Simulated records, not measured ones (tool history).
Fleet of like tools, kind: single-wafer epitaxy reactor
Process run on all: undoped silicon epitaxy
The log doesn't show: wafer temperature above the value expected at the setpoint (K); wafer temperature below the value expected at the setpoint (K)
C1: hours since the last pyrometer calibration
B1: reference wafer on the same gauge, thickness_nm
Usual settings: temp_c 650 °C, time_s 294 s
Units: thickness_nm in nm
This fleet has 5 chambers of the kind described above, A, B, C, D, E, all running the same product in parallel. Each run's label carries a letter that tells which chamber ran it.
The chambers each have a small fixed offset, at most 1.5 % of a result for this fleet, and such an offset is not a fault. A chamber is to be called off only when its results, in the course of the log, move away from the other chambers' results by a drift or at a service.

{"run": "1D", "hour": 6.3, "temp_c": 650, "time_s": 294, "C1": 522.7, "B1": 41.18, "thickness_nm": 49.049}
{"run": "2E", "hour": 12.3, "temp_c": 650, "time_s": 294, "C1": 814.6, "B1": 41.204, "thickness_nm": 49.31}
{"run": "3A", "hour": 17.9, "temp_c": 650, "time_s": 294, "C1": 551.5, "B1": 41.258, "thickness_nm": 48.751}
{"run": "4B", "hour": 26.8, "temp_c": 650, "time_s": 294, "C1": 235.6, "B1": 41.212, "thickness_nm": 49.121}
{"run": "5C", "hour": 32.0, "temp_c": 650, "time_s": 271, "C1": 149.9, "B1": 41.264, "thickness_nm": 45.554}
{"run": "6C", "hour": 40.3, "temp_c": 650, "time_s": 271, "C1": 158.2, "B1": 41.147, "thickness_nm": 45.511}
{"run": "7B", "hour": 45.8, "temp_c": 650, "time_s": 271, "C1": 254.6, "B1": 41.192, "thickness_nm": 45.557}
{"run": "8D", "hour": 53.6, "temp_c": 650, "time_s": 271, "C1": 570, "B1": 41.149, "thickness_nm": 45.346}
{"run": "9A", "hour": 63.2, "temp_c": 650, "time_s": 271, "C1": 596.8, "B1": 41.226, "thickness_nm": 44.824}
{"run": "10E", "hour": 70.5, "temp_c": 650, "time_s": 294, "C1": 872.8, "B1": 41.227, "thickness_nm": 49.913}
{"run": "11C", "hour": 79.5, "temp_c": 650, "time_s": 294, "C1": 197.4, "B1": 41.237, "thickness_nm": 49.28}
{"run": "12D", "hour": 86.2, "temp_c": 650, "time_s": 294, "C1": 602.6, "B1": 41.233, "thickness_nm": 48.827}
{"run": "13B", "hour": 94.4, "temp_c": 650, "time_s": 294, "C1": 303.2, "B1": 41.226, "thickness_nm": 49.372}
{"run": "14E", "hour": 104.1, "temp_c": 650, "time_s": 294, "C1": 906.4, "B1": 41.182, "thickness_nm": 48.796}
{"run": "15A", "hour": 113.9, "temp_c": 650, "time_s": 294, "C1": 647.5, "B1": 41.205, "thickness_nm": 48.614}
{"run": "16C", "hour": 118.7, "temp_c": 650, "time_s": 294, "C1": 236.6, "B1": 41.23, "thickness_nm": 48.546}
{"run": "17D", "hour": 126.0, "temp_c": 650, "time_s": 294, "C1": 642.4, "B1": 41.2, "thickness_nm": 48.681}
{"run": "18A", "hour": 136.0, "temp_c": 650, "time_s": 294, "C1": 669.6, "B1": 41.192, "thickness_nm": 49.106}
{"run": "19B", "hour": 145.2, "temp_c": 650, "time_s": 294, "C1": 354, "B1": 41.248, "thickness_nm": 49.021}
{"run": "20E", "hour": 150.8, "temp_c": 650, "time_s": 294, "C1": 953.1, "B1": 41.167, "thickness_nm": 49.733}
{"hour": 155.8, "done": "chamber E: pyrometer calibrated"}
{"run": "21A", "hour": 158.7, "temp_c": 650, "time_s": 294, "C1": 692.3, "B1": 41.151, "thickness_nm": 49.124}
{"run": "22B", "hour": 167.2, "temp_c": 658, "time_s": 253, "C1": 376, "B1": 41.22, "thickness_nm": 50.305}
{"run": "23C", "hour": 177.3, "temp_c": 658, "time_s": 253, "C1": 295.2, "B1": 41.233, "thickness_nm": 50.009}
{"run": "24E", "hour": 185.6, "temp_c": 658, "time_s": 253, "C1": 29.9, "B1": 41.215, "thickness_nm": 48.748}
{"run": "25D", "hour": 191.7, "temp_c": 658, "time_s": 253, "C1": 708.1, "B1": 41.198, "thickness_nm": 50.093}
{"run": "26B", "hour": 201.9, "temp_c": 658, "time_s": 253, "C1": 410.7, "B1": 41.219, "thickness_nm": 50.382}
{"run": "27C", "hour": 209.7, "temp_c": 638, "time_s": 339, "C1": 327.6, "B1": 41.242, "thickness_nm": 43.685}
{"run": "28E", "hour": 216.8, "temp_c": 638, "time_s": 339, "C1": 61.1, "B1": 41.197, "thickness_nm": 42.498}
{"run": "29D", "hour": 224.0, "temp_c": 638, "time_s": 339, "C1": 740.4, "B1": 41.149, "thickness_nm": 43.514}
{"run": "30A", "hour": 233.5, "temp_c": 638, "time_s": 339, "C1": 767.1, "B1": 41.165, "thickness_nm": 43.6}
{"run": "31A", "hour": 241.8, "temp_c": 638, "time_s": 339, "C1": 775.4, "B1": 41.19, "thickness_nm": 43.36}
{"run": "32D", "hour": 249.6, "temp_c": 650, "time_s": 342, "C1": 766, "B1": 41.194, "thickness_nm": 56.79}
{"run": "33B", "hour": 256.9, "temp_c": 650, "time_s": 342, "C1": 465.7, "B1": 41.159, "thickness_nm": 57.708}
{"run": "34C", "hour": 265.6, "temp_c": 650, "time_s": 342, "C1": 383.5, "B1": 41.202, "thickness_nm": 56.723}

The same settings go to every chamber for the next run, one line per chamber below. Forecast the results for each:
{"run": "35A", "hour": 273.0, "temp_c": 650, "time_s": 294, "thickness_nm": "?"}
{"run": "35B", "hour": 273.0, "temp_c": 650, "time_s": 294, "thickness_nm": "?"}
{"run": "35C", "hour": 273.0, "temp_c": 650, "time_s": 294, "thickness_nm": "?"}
{"run": "35D", "hour": 273.0, "temp_c": 650, "time_s": 294, "thickness_nm": "?"}
{"run": "35E", "hour": 273.0, "temp_c": 650, "time_s": 294, "thickness_nm": "?"}

run=35A thickness_nm=49.093
run=35B thickness_nm=49.413
run=35C thickness_nm=48.971
run=35D thickness_nm=49.08
run=35E thickness_nm=47.999
